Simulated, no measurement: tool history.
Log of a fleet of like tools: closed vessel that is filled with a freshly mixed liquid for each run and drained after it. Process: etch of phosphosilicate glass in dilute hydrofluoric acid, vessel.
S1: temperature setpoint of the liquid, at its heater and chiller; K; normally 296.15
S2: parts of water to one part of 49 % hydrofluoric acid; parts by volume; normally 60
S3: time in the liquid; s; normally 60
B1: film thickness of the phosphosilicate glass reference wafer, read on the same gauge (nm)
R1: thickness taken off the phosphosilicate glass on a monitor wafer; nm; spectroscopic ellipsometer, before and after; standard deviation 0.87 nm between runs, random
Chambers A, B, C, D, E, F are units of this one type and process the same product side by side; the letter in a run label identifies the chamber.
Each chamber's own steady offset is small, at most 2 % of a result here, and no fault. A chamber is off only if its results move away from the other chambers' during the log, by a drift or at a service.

run     day      S1  S2  S3      B1      R1
 1B   0.362  296.15  60  60     120  104.66
 2A   0.725  296.15  60  60     120  107.09
 3C   1.304  296.15  60  60  119.98  107.99
 4E   1.783  296.15  60  60     120  103.08
 5D   2.421  296.15  60  60  119.96   105.7
      2.571  -- chamber D: hydrofluoric acid flow meter replaced
 6F   2.908  296.15  60  60  119.99  105.63
 7F   3.379  293.15  60  40  120.06  60.752
 8D   3.825  293.15  60  40  119.98   61.71
 9A   4.183  293.15  60  40  120.02  63.522
      4.525  -- chamber A: hydrofluoric acid flow meter replaced
10E   4.662  293.15  60  40  119.94  61.872
11C   4.967  293.15  60  40  120.01  62.917
12B   5.517  293.15  60  40     120  62.244
13D   5.846  296.15  60  60  120.03  105.22
14F   6.308  296.15  60  60  120.01  104.46
15C   6.767  296.15  60  60     120  107.51
16E   7.158  293.65  60  30  120.01  47.094
17A   7.525  293.65  60  30  119.95   47.53
18B   7.938  293.65  60  30  120.08  47.526
19E   8.383  293.65  60  30     120  47.367
20A   8.971  293.65  60  30     120  47.342
      9.196  -- chamber E: hydrofluoric acid flow meter replaced
21F   9.267  293.65  60  30  119.95  47.883
22B   9.854  296.15  60  60  120.04  104.38
23D   10.35  296.15  60  85  120.01  148.59
24C  10.808  296.15  60  85     120  155.99
25C  11.242  296.15  60  85     120  157.03
     11.475  -- chamber F: hydrofluoric acid flow meter replaced
26E  11.725  296.15  60  85  119.98  145.15
     12.008  -- chamber A: thermometer replaced
27A  12.175  296.15  60  85     120  152.72
28B  12.467  296.15  60  85  120.06   149.8
       12.8  -- chamber F: thermometer replaced
     12.854  -- chamber E: thermometer replaced
29F  12.908  298.15  70  60  120.02  96.257
30D  13.433  298.15  70  60  120.01  97.359
31D  13.829  298.15  70  60  119.98  96.803
     14.142  -- chamber C: thermometer replaced
32B  14.483  298.15  70  60  120.02  97.415
33E  15.112  298.15  70  60     120  94.762
34A  15.425  298.15  70  60  120.03  98.658
35F  15.738  296.15  60  60  119.94  105.61
36C   16.15  296.15  60  60     120  110.84
37C  16.788  296.15  60  60  119.96  111.13
38D  17.204  296.15  60  60  119.99  104.86
39F  17.829  296.15  60  60  120.01  104.18
40E  18.221  296.15  60  60  120.01  103.96
41B   18.75  296.15  60  60  119.98  105.35

One chamber off, gauge drift, or nothing amiss beyond the chambers' own small offsets? If it is a chamber, which one, and what is the likeliest cause?

Chamber C drifts away from the others.
What lies behind it: hydrofluoric acid flow above the setpoint (%) = 5.31.

Below are 4 candidate recipes for chamber C's next run, each the usual settings with a change, their results shown as question marks. Which of them brings C's results back in line with what the other chambers give on the usual settings?
In line means no further than this from the other chambers' mean on the usual settings: R1 3.1 nm
42C-1  19.221  299.15  60  60       ?
42C-2  19.221  294.65  60  60       ?
42C-3  19.221  293.15  60  60       ?
42C-4  19.221  297.65  60  60       ?

What the other chambers average on the usual settings: R1 105.14 nm
  run      R1
42C-1  127.24
42C-2  105.49
42C-3  98.963
42C-4  119.59
It is 42C-2 that realigns the chamber with its peers.
